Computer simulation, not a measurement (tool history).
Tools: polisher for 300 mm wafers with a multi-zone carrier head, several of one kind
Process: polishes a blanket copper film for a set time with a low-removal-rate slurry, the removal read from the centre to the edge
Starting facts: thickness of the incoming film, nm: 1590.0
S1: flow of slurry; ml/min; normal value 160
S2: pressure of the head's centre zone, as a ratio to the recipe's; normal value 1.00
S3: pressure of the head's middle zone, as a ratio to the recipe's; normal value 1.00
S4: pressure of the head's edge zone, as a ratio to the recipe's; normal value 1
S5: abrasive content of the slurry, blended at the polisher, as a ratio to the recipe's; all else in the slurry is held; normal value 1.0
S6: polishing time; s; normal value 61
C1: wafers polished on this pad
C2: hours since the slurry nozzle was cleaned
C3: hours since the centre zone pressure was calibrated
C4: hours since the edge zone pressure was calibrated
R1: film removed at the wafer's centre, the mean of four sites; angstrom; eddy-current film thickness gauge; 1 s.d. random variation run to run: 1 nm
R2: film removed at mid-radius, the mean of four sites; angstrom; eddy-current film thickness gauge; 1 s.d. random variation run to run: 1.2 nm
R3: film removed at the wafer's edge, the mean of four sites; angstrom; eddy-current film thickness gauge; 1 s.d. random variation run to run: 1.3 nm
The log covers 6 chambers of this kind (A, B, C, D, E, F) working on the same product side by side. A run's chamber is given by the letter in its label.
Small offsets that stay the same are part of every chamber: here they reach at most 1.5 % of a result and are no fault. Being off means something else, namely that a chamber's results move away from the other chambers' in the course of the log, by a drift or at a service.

run	hour	S1	S2	S3	S4	S5	S6	C1	C2	C3	C4	R1	R2	R3
1A	4.1	160	1.00	1.00	1	1.0	61	143	344.7	415.9	134.2	1440.6	1467.9	1470.0
2E	6.7	160	1.00	1.00	1	1.0	61	86	560.9	914.8	79.8	1451.9	1485.7	1472.7
3C	11.3	160	1.00	1.00	1	1.0	61	171	353.5	857.2	66.9	1471.4	1481.2	1465.9
4F	13.9	160	1.00	1.00	1	1.0	61	110	445.1	578.8	39.8	1461.2	1459.2	1473.0
5B	18.8	160	1.00	1.00	1	1.0	61	705	25.0	1204.2	186.8	1470.5	1472.8	1494.8
6D	23.7	160	1.00	1.00	1	1.0	61	698	194.6	313.9	724.5	1476.2	1480.4	1451.1
# hour 23.8: chamber B: worn pad replaced by a new one
# hour 24.1: chamber D: edge zone pressure recalibrated
7C	26.5	160	1.00	1.00	1	1.0	61	279	368.7	872.4	82.1	1470.1	1500.5	1494.8
8D	31.0	160	1.00	1.00	1	1.0	61	750	201.9	321.2	6.9	1473.5	1504.7	1495.2
9E	35.8	160	1.00	1.00	1	1.0	61	293	590.0	943.9	108.9	1454.4	1489.0	1469.6
10F	40.8	160	1.00	1.00	1	1.0	61	302	472.0	605.7	66.7	1436.7	1510.9	1451.2
11A	45.9	160	1.00	1.00	1	1.0	61	441	386.5	457.7	176.0	1441.7	1472.4	1466.6
12B	48.6	160	1.00	1.00	1	1.0	61	176	54.8	1234.0	216.6	1477.4	1455.7	1473.6
13D	53.5	160	1.00	1.00	1	1.0	61	910	224.4	343.7	29.4	1473.6	1491.1	1502.1
# hour 54.7: chamber D: worn pad replaced by a new one
14E	58.5	160	1.00	1.00	1	1.0	61	454	612.7	966.6	131.6	1462.2	1452.8	1454.0
# hour 59.4: chamber C: worn pad replaced by a new one
15C	61.4	160	1.00	1.00	1	1.0	61	14	403.6	907.3	117.0	1484.6	1478.8	1478.4
# hour 63.2: chamber B: centre zone pressure recalibrated
16A	65.1	160	1.00	1.00	1	1.0	61	577	405.7	476.9	195.2	1444.5	1444.4	1470.2
17F	70.3	160	1.00	1.00	1	1.0	61	511	501.5	635.2	96.2	1480.9	1488.9	1477.4
18B	73.7	160	1.00	1.00	1	1.0	61	354	79.9	10.6	241.7	1483.7	1489.1	1463.3
19B	76.3	160	1.00	1.09	1	0.8	61	373	82.5	13.2	244.3	1389.9	1499.7	1411.1
20C	81.4	160	1.00	1.09	1	0.8	61	156	423.6	927.3	137.0	1419.2	1543.7	1394.0
21D	85.5	160	1.00	1.09	1	0.8	61	219	256.4	375.7	61.4	1411.2	1535.7	1406.0
22A	88.8	160	1.00	1.09	1	0.8	61	745	429.4	500.6	218.9	1392.3	1518.3	1401.8
23F	91.6	160	1.00	1.09	1	0.8	61	663	522.8	656.5	117.5	1398.9	1521.2	1393.3
24E	94.7	160	1.00	1.09	1	0.8	61	711	648.9	1002.8	167.8	1391.9	1541.0	1369.0
25B	97.3	160	1.00	1.00	1	1.0	61	522	103.5	34.2	265.3	1472.2	1465.9	1475.0
26D	101.6	160	1.00	1.00	1	1.0	61	333	272.5	391.8	77.5	1450.8	1493.2	1481.3
27E	105.0	160	1.00	1.00	1	1.0	61	784	659.2	1013.1	178.1	1446.3	1467.2	1479.2
# hour 107.8: chamber A: centre zone pressure recalibrated
28F	108.5	160	0.89	1.00	1	1.0	61	783	539.7	673.4	134.4	1295.4	1490.1	1475.4
# hour 109.2: chamber F: slurry nozzle cleaned
# hour 112.8: chamber B: worn pad replaced by a new one
29A	112.9	160	0.89	1.00	1	1.0	61	917	453.5	5.1	243.0	1273.9	1488.2	1468.0
30C	117.8	160	0.89	1.00	1	1.0	61	415	460.0	963.7	173.4	1307.3	1469.6	1474.9
31D	122.8	160	0.89	1.00	1	1.0	61	484	293.7	413.0	98.7	1288.7	1485.3	1489.7
32A	126.5	160	0.89	1.00	1	1.0	61	1013	467.1	18.7	256.6	1273.3	1459.4	1474.0
# hour 128.8: chamber F: worn pad replaced by a new one
# hour 130.1: chamber E: worn pad replaced by a new one
33C	130.2	160	0.89	1.00	1	1.0	61	503	472.4	976.1	185.8	1300.1	1494.6	1465.9
34E	134.7	160	1.00	1.00	1	1.0	61	33	688.9	1042.8	207.8	1451.1	1482.5	1450.4
35B	140.1	160	1.00	1.00	1	1.0	61	194	146.3	77.0	308.1	1486.8	1490.8	1497.6
36F	143.7	160	1.00	1.00	1	1.0	61	105	34.5	708.6	169.6	1495.1	1486.9	1498.3

The same settings go to every chamber for the next run, one line per chamber below. Forecast the results for each:
37A	147.5	160	1.00	1.00	1	1.0	61					?	?	?
37B	147.5	160	1.00	1.00	1	1.0	61					?	?	?
37C	147.5	160	1.00	1.00	1	1.0	61					?	?	?
37D	147.5	160	1.00	1.00	1	1.0	61					?	?	?
37E	147.5	160	1.00	1.00	1	1.0	61					?	?	?
37F	147.5	160	1.00	1.00	1	1.0	61					?	?	?

run	R1	R2	R3
37A	1448.8	1475.6	1474.5
37B	1449.3	1464.4	1478.3
37C	1463.6	1482.2	1472.6
37D	1466.2	1477.5	1491.1
37E	1466.6	1459.5	1452.0
37F	1499.5	1470.3	1500.0
